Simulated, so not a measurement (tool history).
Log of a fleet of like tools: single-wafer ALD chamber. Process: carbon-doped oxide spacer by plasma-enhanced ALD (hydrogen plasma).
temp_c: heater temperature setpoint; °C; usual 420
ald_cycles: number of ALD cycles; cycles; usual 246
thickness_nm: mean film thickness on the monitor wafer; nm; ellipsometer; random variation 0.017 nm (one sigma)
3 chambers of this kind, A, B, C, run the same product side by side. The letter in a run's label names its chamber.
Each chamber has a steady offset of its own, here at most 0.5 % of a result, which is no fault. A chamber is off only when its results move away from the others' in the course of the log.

run	hour	temp_c	ald_cycles	hours since the last thermocouple change	read-back reference wafer on the same gauge, thickness_nm	thickness_nm
1C	8.7	420	246	467.4	9.3014	11.585
2B	19.8	420	246	2143.9	9.3070	11.592
3A	33.3	420	246	2116.0	9.3016	11.540
4C	47.5	420	246	506.2	9.3059	11.614
5B	54.1	420	246	2178.2	9.3077	11.585
6A	69.4	420	246	2152.1	9.3098	11.546
7B	83.7	420	246	2207.8	9.3093	11.600
8A	90.7	420	246	2173.4	9.3149	11.542
9C	105.1	420	246	563.8	9.3135	11.615
10C	114.7	420	246	573.4	9.3130	11.630
11B	125.7	420	246	2249.8	9.3197	11.587
12A	137.9	420	246	2220.6	9.3180	11.543
13B	147.8	420	246	2271.9	9.3173	11.594
14C	161.8	420	246	620.5	9.3192	11.617
15A	169.0	420	246	2251.7	9.3208	11.563
16A	183.9	420	246	2266.6	9.3232	11.565
17B	194.3	420	246	2318.4	9.3228	11.629
18C	208.9	420	246	667.6	9.3295	11.645
# hour 218.4: chamber A: thermocouple changed; heater temperature recalibrated
19A	221.1	420	246	2.7	9.3290	11.578
20C	235.2	420	246	693.9	9.3327	11.620
21B	249.3	420	246	2373.4	9.3360	11.614
22B	259.7	420	246	2383.8	9.3364	11.612
23C	274.7	420	246	733.4	9.3388	11.641
24A	284.7	420	246	66.3	9.3393	11.630
25A	299.2	420	246	80.8	9.3393	11.626
26B	313.3	420	246	2437.4	9.3451	11.629
27C	326.1	420	246	784.8	9.3431	11.681
28C	334.5	420	246	793.2	9.3440	11.659
# hour 345.2: chamber B: thermocouple changed; heater temperature recalibrated
29A	349.1	420	246	130.7	9.3474	11.617
30B	360.9	420	246	15.7	9.3486	11.665
31B	370.7	420	246	25.5	9.3468	11.639
32C	380.1	406	246	838.8	9.3520	12.203
33A	392.1	406	246	173.7	9.3514	12.129
34B	407.1	406	246	61.9	9.3540	12.189

Is one chamber off against the others, does the gauge drift, or is nothing wrong? If a chamber is off, say which, and what the likeliest cause is.

The gauge drifts, so all chambers seem to drift together. No chamber is off.
Cause: gauge reads high (%) = 0.602.
